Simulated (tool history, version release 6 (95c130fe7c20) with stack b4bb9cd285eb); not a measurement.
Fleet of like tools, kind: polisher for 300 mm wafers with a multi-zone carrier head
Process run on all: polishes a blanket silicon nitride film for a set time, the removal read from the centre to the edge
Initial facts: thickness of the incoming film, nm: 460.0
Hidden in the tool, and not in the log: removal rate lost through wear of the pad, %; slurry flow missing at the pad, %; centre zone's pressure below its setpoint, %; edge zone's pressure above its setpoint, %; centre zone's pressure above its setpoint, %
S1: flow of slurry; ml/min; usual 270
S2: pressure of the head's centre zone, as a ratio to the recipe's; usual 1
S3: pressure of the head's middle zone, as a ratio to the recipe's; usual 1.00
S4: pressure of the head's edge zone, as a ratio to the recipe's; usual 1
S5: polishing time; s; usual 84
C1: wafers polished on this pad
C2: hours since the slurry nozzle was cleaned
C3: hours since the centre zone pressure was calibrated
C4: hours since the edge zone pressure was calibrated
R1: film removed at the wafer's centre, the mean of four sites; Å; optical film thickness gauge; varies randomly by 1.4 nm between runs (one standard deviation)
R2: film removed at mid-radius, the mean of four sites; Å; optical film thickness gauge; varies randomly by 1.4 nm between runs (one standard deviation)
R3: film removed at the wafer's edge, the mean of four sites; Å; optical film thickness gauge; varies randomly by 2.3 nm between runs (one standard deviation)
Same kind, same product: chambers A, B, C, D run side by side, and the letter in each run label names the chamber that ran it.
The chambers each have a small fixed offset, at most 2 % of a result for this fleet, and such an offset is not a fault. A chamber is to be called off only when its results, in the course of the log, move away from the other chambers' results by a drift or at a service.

| run | hour | S1 | S2 | S3 | S4 | S5 | C1 | C2 | C3 | C4 | R1 | R2 | R3 |
|---|---|---|---|---|---|---|---|---|---|---|---|---|---|
| 1A | 4.2 | 270 | 1 | 1.00 | 1 | 84 | 522 | 74.2 | 1143.3 | 574.0 | 1652.3 | 1641.2 | 1630.4 |
|  | 7.5 | chamber B: worn pad replaced by a new one |
| 2D | 8.2 | 270 | 1 | 1.00 | 1 | 84 | 345 | 65.1 | 404.2 | 689.4 | 1642.3 | 1671.6 | 1595.3 |
|  | 12.9 | chamber A: centre zone pressure recalibrated |
| 3C | 15.9 | 270 | 1 | 1.00 | 1 | 84 | 183 | 674.0 | 76.2 | 510.8 | 1659.2 | 1622.6 | 1700.1 |
| 4B | 20.4 | 270 | 1 | 1.00 | 1 | 84 | 102 | 419.5 | 445.9 | 231.0 | 1648.6 | 1656.1 | 1633.6 |
| 5C | 25.7 | 270 | 1 | 1.00 | 1 | 101 | 260 | 683.8 | 86.0 | 520.6 | 1974.7 | 1933.6 | 1930.7 |
| 6B | 29.9 | 270 | 1 | 1.00 | 1 | 101 | 176 | 429.0 | 455.4 | 240.5 | 2007.7 | 1970.7 | 1958.3 |
| 7A | 35.6 | 270 | 1 | 1.00 | 1 | 101 | 769 | 105.6 | 22.7 | 605.4 | 2008.7 | 1961.3 | 2000.4 |
|  | 36.8 | chamber C: slurry nozzle cleaned |
| 8D | 41.4 | 270 | 1 | 1.00 | 1 | 101 | 606 | 98.3 | 437.4 | 722.6 | 1934.3 | 1972.2 | 1961.5 |
| 9A | 48.6 | 270 | 1 | 1.00 | 1 | 84 | 871 | 118.6 | 35.7 | 618.4 | 1645.9 | 1640.3 | 1658.0 |
|  | 53.4 | chamber A: worn pad replaced by a new one |
| 10C | 55.5 | 270 | 1 | 1.00 | 1 | 61 | 495 | 18.8 | 115.8 | 550.4 | 1180.9 | 1167.9 | 1200.9 |
| 11D | 63.7 | 270 | 1 | 1.00 | 1 | 61 | 782 | 120.6 | 459.7 | 744.9 | 1168.0 | 1172.8 | 1148.5 |
| 12B | 71.8 | 270 | 1 | 1.00 | 1 | 61 | 506 | 470.9 | 497.3 | 282.4 | 1200.1 | 1216.9 | 1153.6 |
| 13C | 77.9 | 270 | 1 | 1.00 | 1 | 61 | 671 | 41.2 | 138.2 | 572.8 | 1174.6 | 1174.3 | 1206.1 |
| 14A | 85.1 | 270 | 1 | 1.00 | 1 | 84 | 249 | 155.1 | 72.2 | 654.9 | 1625.1 | 1626.9 | 1630.9 |
| 15B | 89.6 | 270 | 1 | 1.00 | 1 | 84 | 646 | 488.7 | 515.1 | 300.2 | 1646.1 | 1672.9 | 1646.9 |
| 16D | 98.2 | 270 | 1 | 1.00 | 1 | 84 | 1054 | 155.1 | 494.2 | 779.4 | 1577.8 | 1563.3 | 1525.0 |
| 17D | 104.1 | 270 | 1 | 1.00 | 1 | 84 | 1100 | 161.0 | 500.1 | 785.3 | 1561.0 | 1567.7 | 1501.2 |
|  | 105.4 | chamber B: slurry nozzle cleaned |
| 18C | 112.4 | 270 | 1 | 1.00 | 1 | 84 | 942 | 75.7 | 172.7 | 607.3 | 1634.9 | 1602.6 | 1653.8 |
| 19A | 119.6 | 270 | 1 | 1.00 | 1 | 84 | 521 | 189.6 | 106.7 | 689.4 | 1634.8 | 1608.6 | 1671.0 |
| 20B | 128.2 | 270 | 1 | 1.00 | 1 | 84 | 950 | 22.8 | 553.7 | 338.8 | 1654.2 | 1647.8 | 1636.6 |
| 21D | 135.9 | 270 | 1 | 1.00 | 1 | 84 | 1350 | 192.8 | 531.9 | 817.1 | 1546.1 | 1529.2 | 1507.4 |
| 22A | 142.1 | 270 | 1 | 1.00 | 1 | 84 | 698 | 212.1 | 129.2 | 711.9 | 1665.6 | 1637.1 | 1585.6 |
| 23C | 147.2 | 270 | 1 | 1.00 | 1 | 84 | 1216 | 110.5 | 207.5 | 642.1 | 1620.0 | 1597.1 | 1656.8 |
| 24B | 154.4 | 270 | 1 | 1.00 | 1 | 84 | 1156 | 49.0 | 579.9 | 365.0 | 1671.5 | 1642.0 | 1686.7 |
|  | 155.4 | chamber A: worn pad replaced by a new one |
|  | 159.3 | chamber C: worn pad replaced by a new one |
| 25C | 159.3 | 270 | 1 | 0.89 | 1 | 63 | 0 | 122.6 | 219.6 | 654.2 | 1224.0 | 1090.8 | 1217.0 |
|  | 160.0 | chamber B: worn pad replaced by a new one |
| 26B | 165.6 | 270 | 1 | 0.89 | 1 | 63 | 44 | 60.2 | 591.1 | 376.2 | 1231.8 | 1106.7 | 1233.3 |
| 27D | 171.0 | 270 | 1 | 0.89 | 1 | 63 | 1627 | 227.9 | 567.0 | 852.2 | 1109.8 | 999.7 | 1087.2 |
| 28A | 175.0 | 270 | 1 | 0.89 | 1 | 63 | 154 | 245.0 | 162.1 | 744.8 | 1223.8 | 1112.0 | 1244.0 |
| 29B | 181.3 | 270 | 1 | 1.00 | 1 | 84 | 168 | 75.9 | 606.8 | 391.9 | 1654.6 | 1646.4 | 1621.9 |
| 30C | 186.9 | 270 | 1 | 1.00 | 1 | 84 | 217 | 150.2 | 247.2 | 681.8 | 1633.5 | 1609.3 | 1619.2 |

What goes on in this fleet: one chamber off, a drifting gauge, or nothing beyond the chambers' own small offsets? Name the chamber and the cause, if any.

One chamber, D, drifts off from the rest bit by bit.
Likeliest cause: removal rate lost through wear of the pad, % = 10.6.

Here are 4 candidates for chamber D's next run, each the usual settings with a change, their results left as question marks. Which one brings its results back in line with what the others give on the usual settings?
Counts as in line when no further than this from what the other chambers average on the usual settings: R1 49.0 Å; R2 47.0 Å; R3 79.0 Å
| 31D-1 | 193.1 | 270 | 0.99 | 0.98 | 1.02 | 94 |  |  |  |  | ? | ? | ? |
| 31D-2 | 193.1 | 270 | 1.00 | 1.01 | 0.99 | 80 |  |  |  |  | ? | ? | ? |
| 31D-3 | 193.1 | 270 | 1.00 | 0.99 | 1.01 | 88 |  |  |  |  | ? | ? | ? |
| 31D-4 | 193.1 | 270 | 1.01 | 1.02 | 0.98 | 74 |  |  |  |  | ? | ? | ? |

Mean of the other chambers on the usual settings: R1 1646.7 Å; R2 1633.3 Å; R3 1642.6 Å
| run | R1 | R2 | R3 |
|---|---|---|---|
| 31D-1 | 1626.7 | 1608.3 | 1634.5 |
| 31D-2 | 1399.8 | 1407.3 | 1368.5 |
| 31D-3 | 1539.6 | 1519.7 | 1521.9 |
| 31D-4 | 1308.9 | 1313.6 | 1258.9 |
Change 31D-1 lands the chamber within the allowed miss of the other chambers.

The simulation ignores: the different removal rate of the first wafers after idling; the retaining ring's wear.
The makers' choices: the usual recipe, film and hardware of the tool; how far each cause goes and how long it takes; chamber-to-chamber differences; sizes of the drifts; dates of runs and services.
